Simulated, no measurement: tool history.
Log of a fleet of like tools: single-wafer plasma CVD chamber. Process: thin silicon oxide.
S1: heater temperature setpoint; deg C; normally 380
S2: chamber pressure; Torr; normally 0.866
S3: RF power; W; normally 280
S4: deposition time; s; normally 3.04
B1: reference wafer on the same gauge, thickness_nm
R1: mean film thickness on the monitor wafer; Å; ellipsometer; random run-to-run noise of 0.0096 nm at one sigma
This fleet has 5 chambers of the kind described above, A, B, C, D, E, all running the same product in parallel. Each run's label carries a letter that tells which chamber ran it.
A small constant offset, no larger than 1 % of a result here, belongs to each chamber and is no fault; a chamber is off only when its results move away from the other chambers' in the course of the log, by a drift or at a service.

run	hour	S1	S2	S3	S4	B1	R1
1D	15.1	380	0.866	280	3.04	6.0202	58.825
2C	29.1	380	0.866	280	3.04	6.0171	59.318
3E	42.0	380	0.866	280	3.04	6.0178	59.228
4B	52.8	380	0.866	280	3.04	6.0145	59.208
5A	61.1	380	0.866	280	3.04	6.0126	59.166
# hour 70.6: chamber B: thermocouple changed; heater temperature recalibrated
6A	74.7	380	0.866	280	3.04	6.0096	59.361
# hour 85.5: chamber A: RF generator calibrated
7B	90.3	380	0.866	280	3.04	6.0084	59.217
8E	101.6	380	0.866	280	3.04	6.0096	59.272
9C	116.2	380	0.866	280	3.04	6.0068	59.296
10D	131.2	380	0.866	280	3.04	6.0088	58.808
11E	141.4	380	0.866	280	3.04	6.0053	59.068
# hour 144.1: chamber C: RF generator calibrated
12C	156.4	374	0.866	280	3.04	6.0012	59.453
13A	168.3	374	0.866	280	3.04	6.0040	59.552
14B	178.5	374	0.866	280	3.04	6.0016	59.275
15D	186.0	374	0.866	280	3.04	6.0006	59.119
# hour 195.7: chamber E: thermocouple changed; heater temperature recalibrated
16B	196.7	374	0.866	280	3.04	6.0003	59.311
17C	206.5	380	0.866	280	3.04	5.9988	59.157
18E	217.8	380	0.710	280	2.54	5.9971	41.102
19D	226.7	380	0.710	280	2.54	5.9968	40.886
20A	239.9	380	0.710	280	2.54	5.9961	41.080
21A	251.2	380	0.710	280	2.54	5.9936	41.153
22E	262.3	380	0.710	280	2.54	5.9922	41.165
23C	276.8	380	0.866	280	3.04	5.9940	59.178
24B	288.5	380	0.866	280	3.04	5.9902	58.916
25D	301.6	380	0.866	280	3.04	5.9898	58.774
26B	316.2	380	0.866	280	3.04	5.9892	58.861
# hour 325.2: chamber E: RF generator calibrated
27A	332.3	380	0.866	280	3.04	5.9868	59.043
28D	346.1	380	0.866	280	3.04	5.9858	58.685
29C	355.4	380	0.785	245	3.04	5.9819	50.696
30E	364.3	380	0.785	245	3.04	5.9805	51.027
31E	373.1	380	0.785	245	3.04	5.9813	51.121
32A	388.0	380	0.785	245	3.04	5.9794	50.956

Read the log: is a single chamber off, either drifting away or since a service, is the gauge that measures every chamber drifting, or is nothing wrong beyond small per-chamber offsets? Name any odd chamber and what most likely caused it.

Every chamber seems to shift together because the gauge that measures them all drifts; the chambers themselves are fine.
Cause: gauge reads low (%) = 0.67.
